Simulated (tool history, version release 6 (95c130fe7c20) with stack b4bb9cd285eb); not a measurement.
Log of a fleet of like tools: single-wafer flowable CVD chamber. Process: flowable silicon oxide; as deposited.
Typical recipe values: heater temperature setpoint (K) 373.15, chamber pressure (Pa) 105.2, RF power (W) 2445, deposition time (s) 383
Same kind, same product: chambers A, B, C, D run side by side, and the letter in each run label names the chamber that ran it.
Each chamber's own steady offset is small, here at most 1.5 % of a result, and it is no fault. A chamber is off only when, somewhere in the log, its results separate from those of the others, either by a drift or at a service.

run,day,heater temperature setpoint (K),chamber pressure (Pa),RF power (W),deposition time (s),hours since the last thermocouple change,hours since the last RF generator calibration,hours since the last manometer calibration,"read-back reference wafer on the same gauge, thickness_nm",mean film thickness on the monitor wafer (Å)
1D,0.321,373.15,105.2,2445,383,802.6,1162.3,742.6,212.03,2385.7
2B,0.608,373.15,105.2,2445,383,2078.6,718.0,1145.3,211.96,2359.0
3A,0.879,373.15,105.2,2445,383,887.3,122.2,653.2,212.19,2353.0
4C,1.458,373.15,105.2,2445,383,2410.9,1222.3,1267.8,211.93,2397.3
5A,1.996,373.15,105.2,2445,383,914.1,149.0,680.0,211.91,2330.4
6D,2.608,373.15,105.2,2445,383,857.5,1217.2,797.5,211.94,2361.1
7C,3.162,373.15,105.2,2445,383,2451.8,1263.2,1308.7,211.97,2406.1
8B,3.775,373.15,105.2,2445,383,2154.6,794.0,1221.3,211.88,2369.5
9C,4.183,373.15,105.2,2445,383,2476.3,1287.7,1333.2,211.83,2399.2
10D,4.471,373.15,105.2,2445,383,902.2,1261.9,842.2,211.92,2349.0
11A,4.738,373.15,105.2,2445,383,979.9,214.8,745.8,212.18,2330.6
12B,5.000,373.15,105.2,2445,383,2184.0,823.4,1250.7,212.05,2364.0
13B,5.517,373.15,105.2,2445,383,2196.4,835.8,1263.1,212.00,2368.9
14C,6.054,373.15,105.2,2445,383,2521.2,1332.6,1378.1,211.96,2387.9
# day 6.329: chamber C: thermocouple changed; heater temperature recalibrated
15D,6.567,373.15,105.2,2445,383,952.5,1312.2,892.5,211.94,2382.4
# day 6.729: chamber C: RF generator calibrated
16A,7.038,373.15,105.2,2445,383,1035.1,270.0,801.0,212.06,2342.9
17C,7.321,379.15,84.5,2445,383,23.9,14.2,1408.5,212.29,1506.6
18B,7.779,379.15,84.5,2445,383,2250.7,890.1,1317.4,212.26,1419.6
19A,8.262,379.15,84.5,2445,383,1064.5,299.4,830.4,212.26,1415.1
20D,8.708,379.15,84.5,2445,383,1003.9,1363.6,943.9,211.95,1441.5
21B,9.296,373.15,105.2,2445,383,2287.1,926.5,1353.8,211.83,2350.3
22D,9.721,373.15,105.2,2445,383,1028.2,1387.9,968.2,211.98,2386.5
23A,10.167,373.15,105.2,2445,383,1110.2,345.1,876.1,212.10,2340.4
24C,10.550,373.15,105.2,2445,383,101.4,91.7,1486.0,211.87,2482.1
25D,10.854,373.15,105.2,2445,383,1055.4,1415.1,995.4,212.17,2385.6
26B,11.267,373.15,105.2,2445,383,2334.4,973.8,1401.1,212.04,2372.5
# day 11.612: chamber D: RF generator calibrated
27C,11.712,373.15,105.2,2445,383,129.3,119.6,1513.9,211.90,2474.1
28A,12.125,373.15,85.2,2445,354,1157.2,392.1,923.1,212.05,1624.6
29B,12.392,373.15,85.2,2445,354,2361.4,1000.8,1428.1,211.87,1645.5
# day 12.650: chamber C: capacitance manometer re-zeroed and calibrated
30D,12.742,373.15,85.2,2445,354,1100.7,27.2,1040.7,212.12,1648.1
31C,13.017,373.15,85.2,2445,354,160.6,150.9,8.8,212.19,1706.2
32A,13.462,373.15,105.2,2445,383,1189.3,424.2,955.2,211.96,2326.4
33C,13.904,373.15,105.2,2445,383,181.9,172.2,30.1,211.99,2470.4
34D,14.367,373.15,105.2,2445,383,1139.7,66.2,1079.7,211.84,2380.9
35B,14.675,373.15,105.2,2445,383,2416.2,1055.6,1482.9,212.20,2348.0
36A,15.058,359.15,105.2,2080,383,1227.6,462.5,993.5,211.99,3554.0
37C,15.396,359.15,105.2,2080,383,217.7,208.0,65.9,211.85,3753.2
38B,15.692,359.15,105.2,2080,383,2440.6,1080.0,1507.3,212.07,3620.4
39A,16.221,359.15,105.2,2080,383,1255.5,490.4,1021.4,212.07,3545.7
40D,16.629,373.15,105.2,2445,383,1194.0,120.5,1134.0,211.85,2377.4

Is one chamber off against the others, does the gauge drift, or is nothing wrong? If a chamber is off, say which, and what the likeliest cause is.

After it was serviced, chamber C no longer matches the other chambers.
What lies behind it: wafer temperature below the value expected at the setpoint (K) = 1.03.

Here are 4 candidates for chamber C's next run, each the usual settings with a change, their results left as question marks. Which one brings its results back in line with what the others give on the usual settings?
Maximum distance from the other chambers' mean on the usual settings for a result to count as in line: mean film thickness on the monitor wafer (Å) 30.0
41C-1,17.067,373.15,105.2,2135,383,,,,,?
41C-2,17.067,373.15,108.0,2445,388,,,,,?
41C-3,17.067,373.15,106.7,2445,386,,,,,?
41C-4,17.067,373.15,105.2,2445,365,,,,,?

Other chambers, usual settings, mean: mean film thickness on the monitor wafer (Å) 2357.7
run,mean film thickness on the monitor wafer (Å)
41C-1,2414.1
41C-2,2585.7
41C-3,2531.6
41C-4,2350.4
The answer is 41C-4, which returns the chamber to within the allowed miss of the others.
